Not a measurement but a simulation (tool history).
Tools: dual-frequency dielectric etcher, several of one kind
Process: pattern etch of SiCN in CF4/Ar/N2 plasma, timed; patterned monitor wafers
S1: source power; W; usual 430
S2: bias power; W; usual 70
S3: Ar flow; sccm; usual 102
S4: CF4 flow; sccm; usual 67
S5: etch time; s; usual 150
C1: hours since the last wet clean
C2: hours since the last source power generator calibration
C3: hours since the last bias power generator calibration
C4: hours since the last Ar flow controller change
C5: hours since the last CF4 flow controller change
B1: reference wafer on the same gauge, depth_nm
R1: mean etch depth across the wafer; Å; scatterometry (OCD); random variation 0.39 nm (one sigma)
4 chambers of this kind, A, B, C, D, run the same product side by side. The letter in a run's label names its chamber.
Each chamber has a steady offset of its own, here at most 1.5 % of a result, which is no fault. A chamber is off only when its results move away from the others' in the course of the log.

run,day,S1,S2,S3,S4,S5,C1,C2,C3,C4,C5,B1,R1
1A,0.225,430,70,102,67,150,148.2,490.1,1603.6,904,1213.8,102.02,1230.4
2D,0.558,430,70,102,67,150,313.9,944.7,3221.6,1649.2,1381.1,102.06,1232.5
3B,0.933,430,70,102,67,150,165.5,3711.6,2465.3,691.3,4093.2,101.95,1211.8
4C,1.396,430,70,102,67,150,348,3396.5,969.9,3960,62.8,102,1212.9
5B,1.742,430,70,102,67,150,184.9,3731,2484.7,710.7,4112.6,102.07,1208.3
6D,2.112,430,70,102,51,150,351.2,982,3258.9,1686.5,1418.4,102.04,1186.4
7A,2.512,430,70,102,51,150,203.1,545,1658.5,958.9,1268.7,101.98,1177.8
8C,2.904,430,70,102,51,150,384.2,3432.7,1006.1,3996.2,99,101.95,1160.2
9A,3.338,430,70,102,51,150,222.9,564.8,1678.3,978.7,1288.5,102.04,1167.8
10D,3.612,430,70,102,67,150,387.2,1018,3294.9,1722.5,1454.4,101.96,1241.4
11B,4.038,430,70,102,67,150,240,3786.1,2539.8,765.8,4167.7,102.01,1212.8
12C,4.433,430,70,102,67,150,420.9,3469.4,1042.8,4032.9,135.7,102.03,1212.3
13B,4.738,430,82,102,67,129,256.8,3802.9,2556.6,782.6,4184.5,102.05,1095.3
# day 5.175: chamber D: wet clean of the chamber
14A,5.258,430,82,102,67,129,269,610.9,1724.4,1024.8,1334.6,101.91,1110.3
15C,5.583,430,82,102,67,129,448.5,3497,1070.4,4060.5,163.3,102.05,1089.5
16D,5.904,430,82,102,67,129,17.6,1073,3349.9,1777.5,1509.4,101.91,1119.4
17C,6.275,430,70,102,67,150,465.1,3513.6,1087,4077.1,179.9,101.94,1197.9
# day 6.696: chamber B: wet clean of the chamber
18B,6.717,430,70,102,67,150,0.6,3850.4,2604.1,830.1,4232,102.01,1206.4
19A,7.071,430,70,102,67,150,312.5,654.4,1767.9,1068.3,1378.1,102,1220
# day 7.338: chamber C: wet clean of the chamber
20D,7.45,430,70,102,67,150,54.7,1110.1,3387,1814.6,1546.5,101.97,1235.9
21D,7.938,430,70,102,67,150,66.4,1121.8,3398.7,1826.3,1558.2,102.02,1237.6
# day 8.275: chamber A: wet clean of the chamber
22C,8.458,430,70,102,67,150,27,3566,1139.4,4129.5,232.3,102,1203.2
23B,8.9,430,70,102,67,150,53,3902.8,2656.5,882.5,4284.4,101.91,1203.9
24A,9.371,430,70,102,67,132.5,26.4,709.6,1823.1,1123.5,1433.3,102.01,1080.3
25C,9.688,430,70,102,67,132.5,56.5,3595.5,1168.9,4159,261.8,101.89,1057.7
26B,9.979,430,70,102,67,132.5,78.9,3928.7,2682.4,908.4,4310.3,102.09,1065.6
27D,10.475,430,70,102,67,132.5,127.3,1182.7,3459.6,1887.2,1619.1,101.97,1092.9
28A,10.975,430,70,102,75,116,64.9,748.1,1861.6,1162,1471.8,102.03,963.58
29A,11.362,430,70,102,75,116,74.2,757.4,1870.9,1171.3,1481.1,102.03,966.82

All 4 chambers run these settings next. Forecast each chamber's results:
30A,11.742,430,70,102,67,150,,,,,,,?
30B,11.742,430,70,102,67,150,,,,,,,?
30C,11.742,430,70,102,67,150,,,,,,,?
30D,11.742,430,70,102,67,150,,,,,,,?

run,R1
30A,1231.8
30B,1211.4
30C,1184.5
30D,1233.1

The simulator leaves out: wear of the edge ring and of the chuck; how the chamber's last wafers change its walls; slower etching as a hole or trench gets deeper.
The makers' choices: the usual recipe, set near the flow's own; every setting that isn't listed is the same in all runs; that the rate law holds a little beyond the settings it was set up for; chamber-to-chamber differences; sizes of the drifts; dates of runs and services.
